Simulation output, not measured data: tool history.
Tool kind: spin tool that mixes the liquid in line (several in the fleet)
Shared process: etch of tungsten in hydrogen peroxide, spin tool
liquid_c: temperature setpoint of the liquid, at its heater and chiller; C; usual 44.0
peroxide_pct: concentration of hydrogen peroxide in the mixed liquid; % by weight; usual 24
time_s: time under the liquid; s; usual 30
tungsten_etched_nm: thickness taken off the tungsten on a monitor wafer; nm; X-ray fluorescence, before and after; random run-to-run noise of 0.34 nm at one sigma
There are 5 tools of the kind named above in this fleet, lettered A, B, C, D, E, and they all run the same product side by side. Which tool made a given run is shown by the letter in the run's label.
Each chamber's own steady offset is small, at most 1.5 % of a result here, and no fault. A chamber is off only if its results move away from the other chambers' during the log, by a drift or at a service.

run     day  liquid_c  peroxide_pct  time_s  read-back film thickness of the tungsten reference wafer, read on the same gauge (nm)  tungsten_etched_nm
 1D   0.512      44.0            24      30                                                                                 50.030              63.973
 2A   0.812      44.0            24      30                                                                                 49.998              63.326
 3E   1.496      44.0            24      30                                                                                 50.007              64.170
 4C   1.800      44.0            24      30                                                                                 49.982              63.957
 5B   2.271      44.0            24      30                                                                                 50.028              63.733
 6A   2.662      44.0            24      30                                                                                 49.986              62.453
 7E   3.267      44.0            24      30                                                                                 49.977              64.072
 8B   3.825      44.0            24      30                                                                                 49.999              63.185
 9C   4.296      44.0            24      30                                                                                 49.995              64.183
10D   4.654      44.0            24      30                                                                                 49.978              63.704
11D   4.988      44.0            24      30                                                                                 49.985              63.752
12B   5.554      44.0            24      30                                                                                 49.987              63.471
13A   5.962      44.0            24      30                                                                                 50.001              63.496
14E   6.412      44.0            24      30                                                                                 49.981              64.210
15C   6.729      44.0            24      30                                                                                 50.013              63.528
16E   7.229      44.0            24      30                                                                                 49.989              63.853
17C   7.771      47.5            24      45                                                                                 50.004             118.620
18B   8.188      47.5            24      45                                                                                 49.992             118.070
19D   8.712      47.5            24      45                                                                                 49.992             118.840
20A   9.283      47.5            24      45                                                                                 50.027             117.990
21A   9.708      47.5            24      45                                                                                 49.955             118.680
22E  10.179      44.0            24      30                                                                                 49.998              64.459
23D  10.612      44.0            21      30                                                                                 49.986              59.514
24C  11.196      44.0            21      30                                                                                 49.979              59.386
25B  11.662      44.0            21      30                                                                                 50.010              59.572
     11.979  -- chamber C: thermometer replaced
26C  12.150      44.0            21      30                                                                                 49.993              59.648
27B  12.742      44.0            21      30                                                                                 49.998              58.645
28E  13.396      44.0            24      30                                                                                 50.014              63.706
29A  13.725      44.0            24      30                                                                                 50.032              62.999
30D  14.362      44.0            24      30                                                                                 50.001              63.687

Decide between three cases: one chamber stands off from its peers, the gauge reading all wafers drifts, or nothing is wrong past each chamber's small offset. Where a chamber is off, say which and what most likely put it there.

The fleet is healthy, with each chamber sitting at its usual small offset and no drift in the gauge.
